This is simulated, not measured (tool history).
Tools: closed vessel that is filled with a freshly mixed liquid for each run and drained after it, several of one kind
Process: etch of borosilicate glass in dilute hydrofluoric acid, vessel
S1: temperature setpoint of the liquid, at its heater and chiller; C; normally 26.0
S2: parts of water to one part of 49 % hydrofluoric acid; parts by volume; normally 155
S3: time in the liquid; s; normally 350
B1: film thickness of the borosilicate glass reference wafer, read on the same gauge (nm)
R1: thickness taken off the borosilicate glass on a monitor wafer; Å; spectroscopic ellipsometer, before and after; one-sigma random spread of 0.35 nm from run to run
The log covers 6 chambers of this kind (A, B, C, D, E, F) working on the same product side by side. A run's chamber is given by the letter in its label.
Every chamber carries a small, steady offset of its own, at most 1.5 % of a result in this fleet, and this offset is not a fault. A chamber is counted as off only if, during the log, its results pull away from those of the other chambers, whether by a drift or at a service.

Run 1D, hour 3.5: usual settings; B1 79.988. Result: R1 596.28 Å.
Run 2F, hour 9.0: usual settings; B1 80.000. Result: R1 599.81 Å.
Run 3B, hour 14.8: usual settings; B1 80.018. Result: R1 590.58 Å.
Run 4C, hour 20.5: usual settings; B1 79.960. Result: R1 607.75 Å.
Run 5A, hour 25.8: usual settings; B1 79.963. Result: R1 589.09 Å.
Run 6E, hour 28.7: usual settings; B1 79.996. Result: R1 595.70 Å.
Run 7F, hour 33.9: usual settings; B1 80.015. Result: R1 609.00 Å.
Run 8D, hour 38.9: usual settings; B1 79.992. Result: R1 602.90 Å.
Run 9E, hour 42.3: usual settings; B1 79.978. Result: R1 595.91 Å.
Run 10B, hour 46.6: usual settings; B1 79.991. Result: R1 593.65 Å.
Run 11A, hour 50.8: usual settings; B1 80.008. Result: R1 587.01 Å.
Run 12C, hour 55.2: usual settings; B1 79.952. Result: R1 599.28 Å.
Run 13C, hour 60.7: usual settings; B1 79.959. Result: R1 603.71 Å.
Run 14F, hour 65.2: usual settings; B1 80.013. Result: R1 603.13 Å.
Run 15E, hour 68.9: usual settings but S1 21.5 C, S2 90 parts by volume; B1 79.981. Result: R1 930.59 Å.
Run 16A, hour 72.8: usual settings but S1 21.5 C, S2 90 parts by volume; B1 79.999. Result: R1 920.47 Å.
Run 17D, hour 77.4: usual settings but S1 21.5 C, S2 90 parts by volume; B1 79.996. Result: R1 934.39 Å.
Run 18B, hour 80.4: usual settings but S1 21.5 C, S2 90 parts by volume; B1 80.029. Result: R1 912.84 Å.
Run 19C, hour 83.2: usual settings but S1 21.5 C, S2 90 parts by volume; B1 80.040. Result: R1 942.31 Å.
Run 20A, hour 88.6: usual settings but S1 21.5 C, S2 90 parts by volume; B1 80.026. Result: R1 923.45 Å.
Run 21D, hour 93.5: usual settings; B1 79.992. Result: R1 599.15 Å.
Run 22B, hour 98.3: usual settings; B1 80.020. Result: R1 593.32 Å.
Run 23F, hour 104.0: usual settings but S1 28.5 C, S2 215 parts by volume; B1 80.025. Result: R1 435.47 Å.
Run 24E, hour 108.5: usual settings but S1 28.5 C, S2 215 parts by volume; B1 79.997. Result: R1 433.06 Å.
Run 25A, hour 112.1: usual settings but S1 28.5 C, S2 215 parts by volume; B1 80.012. Result: R1 430.63 Å.
Run 26E, hour 115.5: usual settings but S1 28.5 C, S2 215 parts by volume; B1 80.011. Result: R1 431.73 Å.
Run 27B, hour 120.4: usual settings but S1 28.5 C, S2 215 parts by volume; B1 80.038. Result: R1 431.46 Å.
Run 28F, hour 123.7: usual settings but S1 28.5 C, S2 215 parts by volume; B1 79.994. Result: R1 440.37 Å.
Run 29C, hour 128.3: usual settings; B1 80.000. Result: R1 598.91 Å.
Run 30D, hour 133.1: usual settings; B1 79.982. Result: R1 604.47 Å.
Run 31B, hour 138.4: usual settings; B1 79.998. Result: R1 594.45 Å.
Run 32F, hour 141.5: usual settings; B1 79.986. Result: R1 600.39 Å.
Run 33D, hour 145.9: usual settings; B1 79.967. Result: R1 593.17 Å.
Run 34E, hour 150.1: usual settings; B1 80.032. Result: R1 590.82 Å.
Run 35A, hour 154.2: usual settings; B1 80.009. Result: R1 584.65 Å.
Run 36C, hour 159.4: usual settings; B1 79.966. Result: R1 598.52 Å.
Run 37C, hour 162.2: usual settings but S1 29.0 C, S3 230 s; B1 79.959. Result: R1 437.88 Å.
Run 38F, hour 167.3: usual settings but S1 29.0 C, S3 230 s; B1 79.987. Result: R1 442.86 Å.
Run 39E, hour 172.5: usual settings but S1 29.0 C, S3 230 s; B1 80.007. Result: R1 437.64 Å.
Run 40D, hour 178.1: usual settings but S1 29.0 C, S3 230 s; B1 79.969. Result: R1 444.52 Å.
Run 41A, hour 182.2: usual settings but S1 29.0 C, S3 230 s; B1 79.969. Result: R1 437.25 Å.
Run 42B, hour 187.3: usual settings but S1 29.0 C, S3 230 s; B1 80.011. Result: R1 436.60 Å.
Run 43C, hour 193.1: usual settings; B1 80.031. Result: R1 598.76 Å.

Is one chamber off against the others, does the gauge drift, or is nothing wrong? If a chamber is off, say which, and what the likeliest cause is.

All chambers stay in line apart from their small fixed offsets, and the gauge does not drift.
